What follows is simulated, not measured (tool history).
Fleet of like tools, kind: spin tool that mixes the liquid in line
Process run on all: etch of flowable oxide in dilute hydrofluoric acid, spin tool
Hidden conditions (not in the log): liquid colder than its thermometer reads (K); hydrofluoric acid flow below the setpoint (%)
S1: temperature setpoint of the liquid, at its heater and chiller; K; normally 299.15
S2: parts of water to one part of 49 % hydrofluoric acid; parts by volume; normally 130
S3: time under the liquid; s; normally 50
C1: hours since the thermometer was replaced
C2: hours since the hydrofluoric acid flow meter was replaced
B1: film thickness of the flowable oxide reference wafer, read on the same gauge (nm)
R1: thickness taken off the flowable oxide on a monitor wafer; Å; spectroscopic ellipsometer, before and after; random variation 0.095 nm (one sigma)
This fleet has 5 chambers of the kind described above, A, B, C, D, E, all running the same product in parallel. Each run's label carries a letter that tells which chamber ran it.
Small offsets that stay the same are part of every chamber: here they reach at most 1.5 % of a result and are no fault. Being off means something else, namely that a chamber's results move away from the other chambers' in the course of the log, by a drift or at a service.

run,hour,S1,S2,S3,C1,C2,B1,R1
1E,12,299.15,130,50,2479.9,1939.5,70.027,158.98
2D,23.8,299.15,130,50,1107.2,839.2,69.982,157.27
3B,30.1,299.15,130,50,2179.8,810.2,69.984,157.7
4C,42,299.15,130,50,354.2,1338.8,69.984,157.56
5A,49.5,299.15,130,50,525.7,87.6,69.983,154.55
6D,57.8,299.15,130,50,1141.2,873.2,70.014,157.15
7C,66.8,299.15,130,50,379,1363.6,69.986,157.03
8E,74.1,299.15,130,50,2542,2001.6,70.007,159.55
9A,85,299.15,130,50,561.2,123.1,70.001,156.41
10B,98,299.15,130,50,2247.7,878.1,70,158.16
11D,106.1,299.15,130,50,1189.5,921.5,70.004,156.36
12C,113.1,299.15,165,50,425.3,1409.9,69.998,117.36
13A,121.4,299.15,165,50,597.6,159.5,69.964,116.92
14B,132.7,299.15,165,50,2282.4,912.8,70.006,119.65
15E,141.6,299.15,165,50,2609.5,2069.1,70.001,119.82
16B,151,299.15,165,50,2300.7,931.1,70.011,118.32
17A,158.4,299.15,130,50,634.6,196.5,70.022,156.38
# hour 164.1: chamber E: hydrofluoric acid flow meter replaced
18C,167.7,299.15,130,50,479.9,1464.5,70.004,154.24
19D,177.5,299.15,130,50,1260.9,992.9,69.993,157.28
20E,185,299.15,130,50,2652.9,20.9,69.979,159.46
21D,194.4,299.15,130,50,1277.8,1009.8,69.996,156.02
22E,203.5,299.15,130,50,2671.4,39.4,70.012,158.38
# hour 211.4: chamber B: thermometer replaced
23A,216.2,304.15,130,25,692.4,254.3,70.005,92.91
24B,223.1,304.15,130,25,11.8,1003.2,70.006,95.553
25C,235.3,304.15,130,25,547.5,1532.1,69.997,91.971
26E,244.6,304.15,130,25,2712.5,80.5,69.998,96.196
27B,256.1,304.15,130,25,44.8,1036.2,69.986,94.532
28C,265.8,299.15,165,65,578,1562.6,70.005,150.85
29A,278.8,299.15,165,65,755,316.9,70.003,149.75
30D,289.2,299.15,165,65,1372.6,1104.6,69.974,154.2
31C,295.2,299.15,165,65,607.4,1592,70.009,148.3
32A,301.9,299.15,165,65,778.1,340,70.006,152.83
33E,307.6,299.15,70,60,2775.5,143.5,70.006,388.37
34B,320.2,299.15,70,60,108.9,1100.3,70.011,372.14
# hour 321: chamber D: hydrofluoric acid flow meter replaced
35D,332.7,299.15,70,60,1416.1,11.8,69.979,378.64
# hour 335.7: chamber E: thermometer replaced
36B,338.3,299.15,70,60,127,1118.4,70,372.89
37D,349.3,299.15,70,60,1432.7,28.4,70.015,382.58
38E,360.7,299.15,130,50,25,196.6,70.012,158.65

One chamber off, gauge drift, or nothing amiss beyond the chambers' own small offsets? If it is a chamber, which one, and what is the likeliest cause?

Chamber C drifts away from the others.
What lies behind it: hydrofluoric acid flow below the setpoint (%) = 4.65.
With only this log, it may be confused with: liquid colder than its thermometer reads (K).

Chamber C could run next with any of the 4 candidate recipes listed below; each alters the usual settings, and their results appear as question marks. Which one brings its results back in line with what the other chambers deliver on the usual settings?
Maximum distance from the other chambers' mean on the usual settings for a result to count as in line: R1 3.3 Å
39C-1,370.1,297.65,130,50,,,,?
39C-2,370.1,298.65,130,50,,,,?
39C-3,370.1,299.65,130,50,,,,?
39C-4,370.1,300.65,130,50,,,,?

The other chambers' mean on the usual settings: R1 157.12 Å
run,R1
39C-1,139.89
39C-2,145.39
39C-3,151.11
39C-4,156.94
It is 39C-4 that realigns the chamber with its peers.

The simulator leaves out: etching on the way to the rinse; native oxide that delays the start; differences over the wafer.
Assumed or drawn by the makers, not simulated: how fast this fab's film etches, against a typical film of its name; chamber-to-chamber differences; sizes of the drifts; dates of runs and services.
